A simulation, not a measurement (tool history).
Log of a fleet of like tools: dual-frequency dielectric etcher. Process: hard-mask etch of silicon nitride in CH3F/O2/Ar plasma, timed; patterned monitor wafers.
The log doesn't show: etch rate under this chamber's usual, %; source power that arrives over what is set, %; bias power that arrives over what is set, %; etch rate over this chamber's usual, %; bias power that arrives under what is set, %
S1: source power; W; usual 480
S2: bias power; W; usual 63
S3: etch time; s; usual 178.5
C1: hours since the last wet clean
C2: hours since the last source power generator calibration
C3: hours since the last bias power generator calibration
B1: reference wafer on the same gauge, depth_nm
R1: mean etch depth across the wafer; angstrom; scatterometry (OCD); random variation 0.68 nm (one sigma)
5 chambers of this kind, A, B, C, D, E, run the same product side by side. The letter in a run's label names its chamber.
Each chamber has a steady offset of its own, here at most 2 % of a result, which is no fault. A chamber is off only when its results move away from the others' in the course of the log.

run,hour,S1,S2,S3,C1,C2,C3,B1,R1
1E,13.1,480,63,178.5,324.2,872.7,1471.1,144.76,1313.30
# hour 22.6: chamber B: wet clean of the chamber
2D,23.1,480,63,178.5,285.0,1460.9,101.8,144.93,1284.70
3C,30.0,480,63,178.5,548.3,963.6,2552.1,144.99,1288.60
# hour 40.5: chamber E: wet clean of the chamber
4B,42.8,480,63,178.5,20.2,92.4,1211.8,145.05,1278.10
5A,54.3,480,63,178.5,337.4,2330.7,1762.0,145.01,1278.90
6E,60.9,560,63,142.0,20.5,920.5,1518.9,145.04,1101.00
# hour 72.1: chamber C: wet clean of the chamber
7A,74.5,560,63,142.0,357.6,2350.9,1782.2,145.07,1083.30
8D,86.4,560,63,142.0,348.3,1524.2,165.1,144.88,1093.20
9C,95.9,560,63,142.0,23.8,1029.5,2618.0,144.89,1094.10
# hour 99.3: chamber D: wet clean of the chamber
10B,106.9,560,63,142.0,84.3,156.5,1275.9,145.02,1080.90
11A,114.9,480,63,178.5,398.0,2391.3,1822.6,144.92,1269.60
12C,121.9,480,63,178.5,49.8,1055.5,2644.0,144.97,1301.00
13E,131.4,480,63,178.5,91.0,991.0,1589.4,145.09,1306.30
14B,137.6,480,63,178.5,115.0,187.2,1306.6,145.14,1268.40
15D,147.2,380,63,178.5,47.9,1585.0,225.9,145.07,1168.30
# hour 153.7: chamber A: wet clean of the chamber
16C,157.4,380,63,178.5,85.3,1091.0,2679.5,145.21,1175.60
17B,170.3,380,63,178.5,147.7,219.9,1339.3,144.77,1182.30
18D,178.0,380,63,178.5,78.7,1615.8,256.7,144.82,1173.10
19E,185.6,380,63,178.5,145.2,1045.2,1643.6,144.95,1199.20
20A,198.2,480,63,178.5,44.6,2474.6,1905.9,145.07,1240.40
21A,211.0,590,69,178.5,57.4,2487.4,1918.7,144.94,1378.60
22C,221.2,590,69,178.5,149.1,1154.8,2743.3,145.01,1435.40
23E,233.6,590,69,178.5,193.2,1093.2,1691.6,145.03,1456.30
24B,246.8,590,69,178.5,224.2,296.4,1415.8,144.93,1416.90
# hour 248.7: chamber A: source power generator calibrated
25D,258.7,590,69,178.5,159.4,1696.5,337.4,145.07,1440.90
26D,265.5,480,63,178.5,166.2,1703.3,344.2,144.81,1280.00
27C,273.5,480,56,134.0,201.4,1207.1,2795.6,145.22,929.94
28B,286.5,480,56,134.0,263.9,336.1,1455.5,144.92,923.88
29A,296.0,480,56,134.0,142.4,47.3,2003.7,145.09,896.39
30E,308.5,480,56,134.0,268.1,1168.1,1766.5,145.02,946.68
31A,320.1,480,56,134.0,166.5,71.4,2027.8,144.99,891.07
32B,328.3,480,63,178.5,305.7,377.9,1497.3,144.89,1269.90
33C,337.7,480,63,178.5,265.6,1271.3,2859.8,145.02,1295.50
34D,350.3,480,63,178.5,251.0,1788.1,429.0,145.16,1286.20
35E,356.4,480,63,178.5,316.0,1216.0,1814.4,145.10,1315.90

All 5 chambers run these settings next. Forecast each chamber's results:
36A,366.3,480,63,178.5,,,,,?
36B,366.3,480,63,178.5,,,,,?
36C,366.3,480,63,178.5,,,,,?
36D,366.3,480,63,178.5,,,,,?
36E,366.3,480,63,178.5,,,,,?

run,R1
36A,1235.50
36B,1276.20
36C,1287.30
36D,1283.40
36E,1308.30

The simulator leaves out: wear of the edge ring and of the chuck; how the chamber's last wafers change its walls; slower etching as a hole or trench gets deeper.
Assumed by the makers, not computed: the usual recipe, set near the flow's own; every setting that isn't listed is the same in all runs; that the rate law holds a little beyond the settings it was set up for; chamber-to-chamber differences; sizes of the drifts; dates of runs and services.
